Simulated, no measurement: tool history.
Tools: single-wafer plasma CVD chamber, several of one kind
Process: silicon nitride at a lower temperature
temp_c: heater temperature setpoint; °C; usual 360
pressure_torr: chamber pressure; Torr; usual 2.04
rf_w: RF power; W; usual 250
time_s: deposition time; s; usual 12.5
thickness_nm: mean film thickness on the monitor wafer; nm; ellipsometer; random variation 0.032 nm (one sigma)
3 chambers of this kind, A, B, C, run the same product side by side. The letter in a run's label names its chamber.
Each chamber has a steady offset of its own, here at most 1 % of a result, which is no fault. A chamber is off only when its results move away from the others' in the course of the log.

run	hour	temp_c	pressure_torr	rf_w	time_s	hours since the last thermocouple change	hours since the last RF generator calibration	hours since the last manometer calibration	read-back reference wafer on the same gauge, thickness_nm	thickness_nm
1A	9.1	360	2.04	250	12.5	1673.1	1664.2	382.3	11.799	13.767
2B	21.8	360	2.04	250	12.5	1879.6	1309.6	53	11.804	13.73
3C	33.7	360	2.04	250	12.5	1922.8	410.3	834	11.799	13.911
4B	47	360	2.04	250	12.5	1904.8	1334.8	78.2	11.799	13.741
5A	61	360	2.04	250	12.5	1725	1716.1	434.2	11.799	13.774
6C	70.4	360	2.04	250	12.5	1959.5	447	870.7	11.794	13.836
7A	84.7	360	2.04	250	12.5	1748.7	1739.8	457.9	11.799	13.729
8B	95.9	360	2.04	250	12.5	1953.7	1383.7	127.1	11.802	13.742
9C	105.3	360	2.04	250	12.5	1994.4	481.9	905.6	11.8	13.838
10B	112.6	360	2.04	250	12.5	1970.4	1400.4	143.8	11.8	13.738
11A	119	360	2.04	250	12.5	1783	1774.1	492.2	11.799	13.738
12C	127.3	360	2.04	250	12.5	2016.4	503.9	927.6	11.803	13.847
13C	139	360	2.04	250	12.5	2028.1	515.6	939.3	11.8	13.845
14A	146.7	360	2.04	250	12.5	1810.7	1801.8	519.9	11.799	13.805
# hour 154.4: chamber B: thermocouple changed; heater temperature recalibrated
15B	155.6	360	2.04	250	12.5	1.3	1443.4	186.8	11.802	13.75
16A	162	360	2.04	275	12.5	1826	1817.1	535.2	11.797	14.781
# hour 164: chamber C: thermocouple changed; heater temperature recalibrated
17C	168.8	360	2.04	275	12.5	4.8	545.4	969.1	11.792	14.778
18B	177.3	360	2.04	275	12.5	23	1465.1	208.5	11.799	14.725
19B	187.8	360	2.04	250	12.5	33.5	1475.6	219	11.801	13.722
20C	198.7	360	2.04	250	12.5	34.7	575.3	999	11.794	13.903
21A	213	360	2.04	250	12.5	1877	1868.1	586.2	11.805	13.786
22B	224.5	360	2.04	250	12.5	70.2	1512.3	255.7	11.803	13.63
23A	234.5	360	2.04	250	12.5	1898.5	1889.6	607.7	11.801	13.784
24C	242.2	360	2.04	250	12.5	78.2	618.8	1042.5	11.803	13.878
25B	255.2	360	2.04	250	12.5	100.9	1543	286.4	11.794	13.627
26A	263.2	360	2.04	250	12.5	1927.2	1918.3	636.4	11.802	13.804
27C	271.8	360	2.04	250	12.5	107.8	648.4	1072.1	11.798	13.841
28A	284.7	360	2.04	250	12.5	1948.7	1939.8	657.9	11.804	13.763
29B	296.2	360	2.04	250	12.5	141.9	1584	327.4	11.795	13.564
30C	304.4	360	2.04	250	12.5	140.4	681	1104.7	11.795	13.854
31B	313.6	360	2.04	205	10.1	159.3	1601.4	344.8	11.8	9.3919
32A	319.9	360	2.04	205	10.1	1983.9	1975	693.1	11.794	9.6458
33C	330.3	360	2.04	205	10.1	166.3	706.9	1130.6	11.796	9.7217
34C	337.1	360	2.04	250	12.5	173.1	713.7	1137.4	11.8	13.821
35A	349.3	360	2.04	250	12.5	2013.3	2004.4	722.5	11.797	13.755
36B	358.4	360	2.04	250	12.5	204.1	1646.2	389.6	11.805	13.387
37C	365.8	355	2.04	250	12.5	201.8	742.4	1166.1	11.796	13.868

All 3 chambers run these settings next. Forecast each chamber's results:
38A	376.2	360	2.04	250	10.5					?
38B	376.2	360	2.04	250	10.5					?
38C	376.2	360	2.04	250	10.5					?

run	thickness_nm
38A	11.608
38B	11.234
38C	11.67
